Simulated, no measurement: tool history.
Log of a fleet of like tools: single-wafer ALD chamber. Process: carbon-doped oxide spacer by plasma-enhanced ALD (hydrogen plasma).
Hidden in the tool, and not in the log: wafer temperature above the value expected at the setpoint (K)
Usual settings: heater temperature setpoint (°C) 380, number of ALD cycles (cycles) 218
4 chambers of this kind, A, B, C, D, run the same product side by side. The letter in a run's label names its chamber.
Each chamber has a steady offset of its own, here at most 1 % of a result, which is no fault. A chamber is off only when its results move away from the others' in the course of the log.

run   hour  heater temperature setpoint (°C)  number of ALD cycles (cycles)  hours since the last thermocouple change  read-back reference wafer on the same gauge, thickness_nm  mean film thickness on the monitor wafer (Å)
 1B      7                               380                            218                                     142.5                                                     10.499                                         108.8
 2C   16.6                               380                            218                                    1918.3                                                       10.5                                        108.79
 3A   23.4                               380                            218                                    1918.3                                                     10.495                                        107.96
 4D   32.1                               380                            218                                     436.7                                                     10.491                                        108.49
 5A   37.1                               380                            218                                      1932                                                     10.494                                        108.04
 6B   45.8                               380                            218                                     181.3                                                     10.488                                        108.97
 7D   55.5                               380                            218                                     460.1                                                     10.486                                        108.41
 8C   61.4                               380                            218                                    1963.1                                                     10.481                                        109.14
 9C   68.5                               380                            218                                    1970.2                                                     10.483                                        109.12
10D     78                               380                            218                                     482.6                                                     10.475                                        108.45
11A   88.4                               380                            238                                    1983.3                                                     10.477                                        117.89
12B   93.5                               380                            238                                       229                                                     10.474                                        118.75
13D   98.2                               380                            238                                     502.8                                                     10.477                                        118.42
14C  103.1                               380                            238                                    2004.8                                                      10.47                                        118.91
15A  108.9                               368                            259                                    2003.8                                                     10.471                                        127.88
16B  116.7                               368                            259                                     252.2                                                     10.467                                        128.81
17C  123.4                               368                            259                                    2025.1                                                      10.47                                        129.59
18A  129.1                               368                            259                                      2024                                                     10.465                                        127.72
19D  137.4                               380                            218                                       542                                                     10.466                                        108.23
20B  147.1                               380                            218                                     282.6                                                      10.47                                        108.59
21C  155.7                               380                            218                                    2057.4                                                     10.465                                        108.68
22A  165.3                               380                            218                                    2060.2                                                      10.46                                         107.9
23B  175.5                               380                            218                                       311                                                      10.46                                         108.4
24D  184.6                               380                            235                                     589.2                                                     10.454                                        116.55
25B  194.1                               380                            235                                     329.6                                                     10.453                                        117.02
26C  203.2                               380                            235                                    2104.9                                                     10.449                                        116.87
27A  212.3                               380                            235                                    2107.2                                                     10.449                                        116.13
28D  219.5                               370                            218                                     624.1                                                     10.451                                        107.92
29C    226                               370                            218                                    2127.7                                                     10.446                                        108.77
30B  230.8                               370                            218                                     366.3                                                     10.444                                        108.09
31D  235.9                               370                            218                                     640.5                                                     10.438                                        107.83
32A  245.2                               380                            218                                    2140.1                                                     10.443                                        107.71
33A  254.2                               380                            218                                    2149.1                                                     10.436                                        107.77
34D  263.3                               380                            218                                     667.9                                                     10.439                                        108.18
35C  269.2                               380                            218                                    2170.9                                                     10.434                                        108.26
36B  278.1                               380                            218                                     413.6                                                     10.433                                        108.18

Is one chamber off against the others, does the gauge drift, or is nothing wrong? If a chamber is off, say which, and what the likeliest cause is.

The gauge drifts, so all chambers seem to drift together. No chamber is off.
Cause: gauge reads low (%) = 0.65.
